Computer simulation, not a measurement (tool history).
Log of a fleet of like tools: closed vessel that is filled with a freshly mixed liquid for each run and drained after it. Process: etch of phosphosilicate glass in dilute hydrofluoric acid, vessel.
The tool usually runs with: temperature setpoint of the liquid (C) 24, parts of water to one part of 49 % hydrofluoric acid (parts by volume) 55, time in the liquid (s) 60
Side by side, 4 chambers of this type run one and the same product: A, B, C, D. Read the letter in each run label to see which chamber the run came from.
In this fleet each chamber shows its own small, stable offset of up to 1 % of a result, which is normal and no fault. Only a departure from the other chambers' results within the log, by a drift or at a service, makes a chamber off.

run,day,temperature setpoint of the liquid (C),parts of water to one part of 49 % hydrofluoric acid (parts by volume),time in the liquid (s),hours since the thermometer was replaced,hours since the hydrofluoric acid flow meter was replaced,"read-back film thickness of the phosphosilicate glass reference wafer, read on the same gauge (nm)",thickness taken off the phosphosilicate glass on a monitor wafer (Å)
1B,0.108,24,55,60,154,1229.8,139.99,1026.1
2D,0.262,24,55,60,161.4,1060.7,140,1027.6
3A,0.458,24,55,60,439.4,1740.8,140.01,1021.8
4C,0.662,24,55,60,302,1030.5,140.01,1022.9
5B,0.875,24,55,60,172.4,1248.2,139.99,1025.8
6A,1.071,24,55,60,454.1,1755.5,140,1019.6
7C,1.196,24,55,60,314.8,1043.3,140.01,1018
8D,1.421,24,55,60,189.2,1088.5,140.02,1035.7
9B,1.612,24,55,60,190.1,1265.9,139.98,1021.8
10C,1.779,22,25,60,328.8,1057.3,140.01,2101.4
11D,1.904,22,25,60,200.8,1100.1,139.99,2184.8
12A,2.133,22,25,60,479.6,1781,140,2111.5
13D,2.312,22,25,60,210.6,1109.9,140.01,2183.3
14A,2.462,27.5,55,60,487.5,1788.9,139.98,1178.2
15B,2.642,27.5,55,60,214.8,1290.6,139.99,1182.5
16C,2.746,27.5,55,60,352,1080.5,140.01,1167.3
17D,2.871,27.5,55,60,224,1123.3,140,1188.7
18C,2.988,24,55,60,357.8,1086.3,140,1017.2
19B,3.2,24,55,60,228.2,1304,140.01,1027.7
20A,3.408,24,55,60,510.2,1811.6,139.99,1016.9
21B,3.538,24,55,60,236.3,1312.1,139.99,1026.8
22C,3.704,27.5,55,45,375,1103.5,140,876.23
23A,3.825,27.5,55,45,520.2,1821.6,140,875.64
24D,3.938,27.5,55,45,249.6,1148.9,140,898.94
25A,4.083,27.5,55,45,526.4,1827.8,139.99,882.09
26C,4.296,24,55,60,389.2,1117.7,140,1015.7
27B,4.5,24,55,60,259.4,1335.2,139.98,1017.3
28D,4.617,24,55,60,265.9,1165.2,139.99,1043.6
29A,4.796,26,55,70,543.5,1844.9,140.01,1281.9
30C,5.021,26,55,70,406.6,1135.1,140.01,1273.8
31D,5.254,26,55,70,281.2,1180.5,139.99,1329.9
32B,5.362,26,55,70,280.1,1355.9,140.01,1294.7
33C,5.575,29,55,60,419.9,1148.4,140,1233.7
34B,5.796,29,55,60,290.5,1366.3,140.01,1243.1
35D,5.942,29,55,60,297.7,1197,140,1298.2
# day 6.029: chamber B: hydrofluoric acid flow meter replaced
36A,6.083,29,55,60,574.4,1875.8,139.99,1252.7
37D,6.267,19.5,35,60,305.5,1204.8,140,1438.6
38C,6.392,19.5,35,60,439.5,1168,139.98,1350.8
39A,6.583,19.5,35,60,586.4,1887.8,140.02,1353.4
40B,6.692,19.5,35,60,312,16,140,1368.2

The same settings go to every chamber for the next run, one line per chamber below. Forecast the results for each:
41A,6.858,24,55,60,,,,?
41B,6.858,24,55,60,,,,?
41C,6.858,24,55,60,,,,?
41D,6.858,24,55,60,,,,?

run,thickness taken off the phosphosilicate glass on a monitor wafer (Å)
41A,1012.7
41B,1024.5
41C,1009.4
41D,1064.5
